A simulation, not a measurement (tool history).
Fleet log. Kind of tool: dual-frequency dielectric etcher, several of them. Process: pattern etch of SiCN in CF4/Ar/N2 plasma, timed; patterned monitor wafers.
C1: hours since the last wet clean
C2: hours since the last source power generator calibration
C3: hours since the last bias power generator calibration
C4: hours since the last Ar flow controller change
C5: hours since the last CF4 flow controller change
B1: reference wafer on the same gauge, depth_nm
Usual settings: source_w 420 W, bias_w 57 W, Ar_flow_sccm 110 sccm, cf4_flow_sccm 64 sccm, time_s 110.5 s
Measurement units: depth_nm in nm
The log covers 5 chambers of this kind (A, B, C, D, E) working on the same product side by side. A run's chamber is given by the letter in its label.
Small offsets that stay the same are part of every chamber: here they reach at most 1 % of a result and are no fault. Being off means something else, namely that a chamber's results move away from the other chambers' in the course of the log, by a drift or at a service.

At hour 0.9: chamber E: wet clean of the chamber.
Run 1D, hour 6.0: usual settings; C1 343.2; C2 1110.9; C3 2372.1; C4 657.2; C5 2108.5; B1 88.203. Result: depth_nm 79.904 nm.
Run 2E, hour 11.5: usual settings; C1 10.6; C2 652.7; C3 283.6; C4 4097.4; C5 3079.3; B1 88.197. Result: depth_nm 80.806 nm.
Run 3C, hour 21.4: usual settings; C1 427.1; C2 3647.0; C3 142.6; C4 796.0; C5 1199.5; B1 88.173. Result: depth_nm 80.115 nm.
At hour 30.4: chamber C: wet clean of the chamber.
Run 4B, hour 31.3: usual settings; C1 324.3; C2 1416.4; C3 262.2; C4 1168.0; C5 1271.3; B1 88.155. Result: depth_nm 80.247 nm.
At hour 34.0: chamber A: wet clean of the chamber.
Run 5A, hour 39.6: usual settings; C1 5.6; C2 2439.5; C3 1642.6; C4 3059.9; C5 4274.3; B1 88.135. Result: depth_nm 79.811 nm.
At hour 43.7: chamber D: CF4 flow controller replaced.
Run 6D, hour 49.6: usual settings; C1 386.8; C2 1154.5; C3 2415.7; C4 700.8; C5 5.9; B1 88.109. Result: depth_nm 79.590 nm.
Run 7A, hour 58.3: usual settings; C1 24.3; C2 2458.2; C3 1661.3; C4 3078.6; C5 4293.0; B1 88.123. Result: depth_nm 79.712 nm.
Run 8E, hour 67.9: usual settings; C1 67.0; C2 709.1; C3 340.0; C4 4153.8; C5 3135.7; B1 88.097. Result: depth_nm 80.636 nm.
Run 9C, hour 75.9: usual settings; C1 45.5; C2 3701.5; C3 197.1; C4 850.5; C5 1254.0; B1 88.093. Result: depth_nm 80.147 nm.
Run 10B, hour 83.9: usual settings; C1 376.9; C2 1469.0; C3 314.8; C4 1220.6; C5 1323.9; B1 88.073. Result: depth_nm 80.121 nm.
At hour 88.4: chamber D: wet clean of the chamber.
Run 11D, hour 92.4: usual settings; C1 4.0; C2 1197.3; C3 2458.5; C4 743.6; C5 48.7; B1 88.047. Result: depth_nm 79.674 nm.
Run 12C, hour 97.3: usual settings; C1 66.9; C2 3722.9; C3 218.5; C4 871.9; C5 1275.4; B1 88.048. Result: depth_nm 80.064 nm.
Run 13E, hour 105.4: usual settings but cf4_flow_sccm 76 sccm; C1 104.5; C2 746.6; C3 377.5; C4 4191.3; C5 3173.2; B1 88.045. Result: depth_nm 82.939 nm.
Run 14B, hour 111.4: usual settings but cf4_flow_sccm 76 sccm; C1 404.4; C2 1496.5; C3 342.3; C4 1248.1; C5 1351.4; B1 88.036. Result: depth_nm 82.442 nm.
Run 15A, hour 117.2: usual settings but cf4_flow_sccm 76 sccm; C1 83.2; C2 2517.1; C3 1720.2; C4 3137.5; C5 4351.9; B1 88.006. Result: depth_nm 81.868 nm.
Run 16B, hour 123.5: usual settings but cf4_flow_sccm 76 sccm; C1 416.5; C2 1508.6; C3 354.4; C4 1260.2; C5 1363.5; B1 88.007. Result: depth_nm 82.406 nm.
Run 17A, hour 133.1: usual settings but cf4_flow_sccm 76 sccm; C1 99.1; C2 2533.0; C3 1736.1; C4 3153.4; C5 4367.8; B1 88.015. Result: depth_nm 81.652 nm.
Run 18C, hour 139.7: usual settings; C1 109.3; C2 3765.3; C3 260.9; C4 914.3; C5 1317.8; B1 87.958. Result: depth_nm 79.997 nm.
Run 19D, hour 147.6: usual settings but source_w 500 W; C1 59.2; C2 1252.5; C3 2513.7; C4 798.8; C5 103.9; B1 87.948. Result: depth_nm 92.776 nm.
Run 20E, hour 155.0: usual settings but source_w 500 W; C1 154.1; C2 796.2; C3 427.1; C4 4240.9; C5 3222.8; B1 87.940. Result: depth_nm 93.838 nm.
Run 21D, hour 164.2: usual settings but source_w 500 W; C1 75.8; C2 1269.1; C3 2530.3; C4 815.4; C5 120.5; B1 87.922. Result: depth_nm 92.562 nm.
Run 22B, hour 169.0: usual settings but source_w 500 W; C1 462.0; C2 1554.1; C3 399.9; C4 1305.7; C5 1409.0; B1 87.922. Result: depth_nm 93.075 nm.
Run 23E, hour 175.9: usual settings but source_w 500 W; C1 175.0; C2 817.1; C3 448.0; C4 4261.8; C5 3243.7; B1 87.915. Result: depth_nm 93.819 nm.
Run 24A, hour 181.1: usual settings; C1 147.1; C2 2581.0; C3 1784.1; C4 3201.4; C5 4415.8; B1 87.890. Result: depth_nm 79.441 nm.
Run 25C, hour 189.1: usual settings; C1 158.7; C2 3814.7; C3 310.3; C4 963.7; C5 1367.2; B1 87.895. Result: depth_nm 79.925 nm.
At hour 190.6: chamber A: source power generator calibrated.
Run 26E, hour 198.4: usual settings; C1 197.5; C2 839.6; C3 470.5; C4 4284.3; C5 3266.2; B1 87.859. Result: depth_nm 80.628 nm.
Run 27A, hour 206.5: usual settings; C1 172.5; C2 15.9; C3 1809.5; C4 3226.8; C5 4441.2; B1 87.870. Result: depth_nm 79.424 nm.
Run 28D, hour 214.9: usual settings; C1 126.5; C2 1319.8; C3 2581.0; C4 866.1; C5 171.2; B1 87.861. Result: depth_nm 79.606 nm.
Run 29B, hour 220.8: usual settings; C1 513.8; C2 1605.9; C3 451.7; C4 1357.5; C5 1460.8; B1 87.831. Result: depth_nm 79.985 nm.
Run 30C, hour 226.2: usual settings; C1 195.8; C2 3851.8; C3 347.4; C4 1000.8; C5 1404.3; B1 87.857. Result: depth_nm 79.809 nm.
Run 31E, hour 231.4: usual settings; C1 230.5; C2 872.6; C3 503.5; C4 4317.3; C5 3299.2; B1 87.833. Result: depth_nm 80.622 nm.
Run 32A, hour 237.9: usual settings; C1 203.9; C2 47.3; C3 1840.9; C4 3258.2; C5 4472.6; B1 87.811. Result: depth_nm 79.379 nm.
Run 33C, hour 243.9: usual settings; C1 213.5; C2 3869.5; C3 365.1; C4 1018.5; C5 1422.0; B1 87.824. Result: depth_nm 79.727 nm.

Is one chamber off against the others, does the gauge drift, or is nothing wrong? If a chamber is off, say which, and what the likeliest cause is.

Gauge drift. The chambers move together only on paper, and none stands off.
What lies behind it: gauge reads low (%) = 0.449.
